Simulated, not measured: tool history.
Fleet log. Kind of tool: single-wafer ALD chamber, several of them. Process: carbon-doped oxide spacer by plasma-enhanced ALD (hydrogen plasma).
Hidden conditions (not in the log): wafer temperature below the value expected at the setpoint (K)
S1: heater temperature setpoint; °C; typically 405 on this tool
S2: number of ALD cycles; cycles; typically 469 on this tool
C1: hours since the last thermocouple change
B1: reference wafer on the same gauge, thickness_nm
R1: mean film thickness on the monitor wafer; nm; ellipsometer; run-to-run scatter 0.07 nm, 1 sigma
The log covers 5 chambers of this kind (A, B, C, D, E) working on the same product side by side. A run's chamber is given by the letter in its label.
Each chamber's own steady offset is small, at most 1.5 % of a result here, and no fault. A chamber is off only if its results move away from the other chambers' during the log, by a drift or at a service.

run,day,S1,S2,C1,B1,R1
1B,0.471,405,469,1679.1,19.786,22.777
2D,0.929,405,469,2083.4,19.796,23.032
3C,1.35,405,469,345.5,19.801,23.033
4E,1.675,405,469,1031,19.797,23.269
5A,2.183,397,469,629.3,19.796,23.635
6C,2.746,397,469,379,19.797,23.534
7A,3.196,397,469,653.6,19.803,23.673
8E,3.608,397,469,1077.4,19.795,23.714
9B,3.996,397,469,1763.7,19.793,23.223
# day 4.1: chamber D: thermocouple changed; heater temperature recalibrated
10D,4.579,405,469,11.6,19.784,23.115
11D,4.925,405,469,19.9,19.796,23.138
12A,5.504,405,469,709,19.804,23.359
13C,6.038,414,469,458,19.795,22.462
14E,6.508,414,469,1147,19.804,22.626
15B,6.921,414,469,1833.9,19.8,22.274
16A,7.462,414,469,756,19.796,22.675
17D,7.788,414,469,88.6,19.799,22.482
18C,8.129,405,469,508.2,19.807,23.143
19B,8.767,405,469,1878.2,19.799,22.933
20E,9.283,405,469,1213.6,19.798,23.207
21C,9.617,405,469,543.9,19.792,23.129
22A,9.992,405,469,816.7,19.804,23.334
23E,10.367,413,515,1239.6,19.795,24.888
24B,10.658,413,515,1923.6,19.801,24.508
25D,11.217,413,515,170.9,19.786,24.807
26C,11.825,413,515,596.9,19.79,24.696
27E,12.258,413,515,1285,19.787,24.947
28A,12.546,405,469,878,19.807,23.446
29B,12.983,405,469,1979.4,19.814,22.995
30D,13.471,405,469,225,19.787,23.203
31A,14.008,405,469,913.1,19.804,23.224
32B,14.6,405,469,2018.2,19.805,22.99
33D,15.142,405,469,265.1,19.811,23.167
34E,15.729,417,406,1368.3,19.801,19.449
35C,16.029,417,406,697.8,19.809,19.261
36D,16.621,417,406,300.6,19.787,19.3
37A,17.046,417,406,986,19.805,19.421

One chamber off, gauge drift, or nothing amiss beyond the chambers' own small offsets? If it is a chamber, which one, and what is the likeliest cause?

Beyond each chamber's small constant offset nothing stands out, and the gauge stays steady.
